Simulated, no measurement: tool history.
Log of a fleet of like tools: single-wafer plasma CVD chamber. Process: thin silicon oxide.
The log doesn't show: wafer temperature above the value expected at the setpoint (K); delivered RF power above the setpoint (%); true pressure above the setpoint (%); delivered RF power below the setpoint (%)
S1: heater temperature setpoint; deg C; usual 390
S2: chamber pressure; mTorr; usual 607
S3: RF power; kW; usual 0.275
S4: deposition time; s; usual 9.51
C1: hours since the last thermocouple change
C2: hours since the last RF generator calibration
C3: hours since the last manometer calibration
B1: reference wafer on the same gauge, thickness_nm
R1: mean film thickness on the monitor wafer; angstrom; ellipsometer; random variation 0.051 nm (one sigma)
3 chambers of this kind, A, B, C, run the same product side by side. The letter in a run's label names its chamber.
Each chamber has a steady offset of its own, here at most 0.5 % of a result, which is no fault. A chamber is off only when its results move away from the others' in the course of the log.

run,hour,S1,S2,S3,S4,C1,C2,C3,B1,R1
1A,14.2,390,607,0.275,9.51,962.9,1108.7,1549.5,13.21,127.06
2B,22.6,390,607,0.275,9.51,2400.4,1143.8,580.9,13.206,126.71
3C,35.1,390,607,0.275,9.51,690.3,2397.7,440,13.194,126.14
# hour 45: chamber A: RF generator calibrated
# hour 45.7: chamber B: RF generator calibrated
4A,46.2,390,607,0.275,9.51,994.9,1.3,1581.5,13.202,128.67
5C,55.3,390,607,0.275,9.51,710.5,2417.9,460.2,13.207,126.4
6B,62.5,390,607,0.275,9.51,2440.3,16.9,620.8,13.194,127.19
7B,69.2,383,607,0.275,9.51,2447,23.6,627.5,13.198,128.23
8C,82.1,383,607,0.275,9.51,737.3,2444.7,487,13.197,126.98
9A,88.7,383,607,0.275,9.51,1037.4,43.8,1624,13.198,128.09
# hour 97.1: chamber C: RF generator calibrated
10C,98.8,390,607,0.275,9.51,754,1.7,503.7,13.188,127.98
11A,105.5,390,607,0.275,9.51,1054.2,60.6,1640.8,13.196,127.54
12B,114.9,390,607,0.275,9.51,2492.7,69.3,673.2,13.206,127.15
13C,124.4,390,607,0.275,9.51,779.6,27.3,529.3,13.188,127.97
14A,135.5,390,607,0.275,9.51,1084.2,90.6,1670.8,13.188,127.71
# hour 142.5: chamber A: capacitance manometer re-zeroed and calibrated
15B,149.1,390,607,0.275,9.51,2526.9,103.5,707.4,13.18,127.27
16B,162.3,390,607,0.275,9.51,2540.1,116.7,720.6,13.207,127.07
17A,176.3,390,693,0.325,9.51,1125,131.4,33.9,13.204,165.98
18C,183,390,693,0.325,9.51,838.2,85.9,587.9,13.202,157.41
19C,194.7,390,693,0.325,9.51,849.9,97.6,599.6,13.192,158.97
20B,203.9,390,607,0.275,9.51,2581.7,158.3,762.2,13.205,127.91
21A,214.4,390,607,0.275,9.51,1163.1,169.5,72,13.196,134.97
22A,223.6,390,607,0.275,9.51,1172.3,178.7,81.2,13.192,134.96
23C,230,390,607,0.275,11.11,885.2,132.9,634.9,13.2,150.16
24B,242.5,390,607,0.275,11.11,2620.3,196.9,800.8,13.198,149.23
25C,253.1,390,607,0.275,11.11,908.3,156,658,13.211,149.38
26A,266.4,390,607,0.275,9.51,1215.1,221.5,124,13.199,135.33
27B,277.6,390,607,0.275,9.51,2655.4,232,835.9,13.187,127.04
28C,288.9,390,607,0.275,9.51,944.1,191.8,693.8,13.19,128.37
# hour 301: chamber B: thermocouple changed; heater temperature recalibrated
29B,301.2,398,607,0.275,9.51,0.2,255.6,859.5,13.203,126.05
30A,309.8,398,607,0.275,9.51,1258.5,264.9,167.4,13.208,134.08
31B,322.1,398,607,0.275,9.51,21.1,276.5,880.4,13.202,126.61
32C,332.2,390,607,0.275,8.51,987.4,235.1,737.1,13.195,114.84
33A,342.4,390,607,0.275,8.51,1291.1,297.5,200,13.21,120.36
34A,355.6,390,607,0.275,8.51,1304.3,310.7,213.2,13.197,120.08
35B,367.9,390,607,0.275,9.51,66.9,322.3,926.2,13.206,127.54
36C,376.5,390,607,0.275,9.51,1031.7,279.4,781.4,13.22,128.58
37C,386.7,390,607,0.275,9.51,1041.9,289.6,791.6,13.214,128.72
38B,400.7,390,607,0.275,9.51,99.7,355.1,959,13.213,126.47
39A,410.4,395,607,0.275,9.51,1359.1,365.5,268,13.191,134.43

What goes on in this fleet: one chamber off, a drifting gauge, or nothing beyond the chambers' own small offsets? Name the chamber and the cause, if any.

A service left chamber A off against the others.
Cause: true pressure above the setpoint (%) = 5.31.

Here are 4 candidates for chamber A's next run, each the usual settings with a change, their results left as question marks. Which one brings its results back in line with what the others give on the usual settings?
In line means no further than this from the other chambers' mean on the usual settings: R1 1.8 angstrom
40A-1,420.8,390,625,0.275,9.68,,,,,?
40A-2,420.8,390,638,0.28,9.8,,,,,?
40A-3,420.8,390,576,0.27,9.22,,,,,?
40A-4,420.8,390,577,0.275,9.51,,,,,?

The other chambers' mean on the usual settings: R1 127.6 angstrom
run,R1
40A-1,141.59
40A-2,147.65
40A-3,122.57
40A-4,127.68
40A-4 brings the chamber back in line.
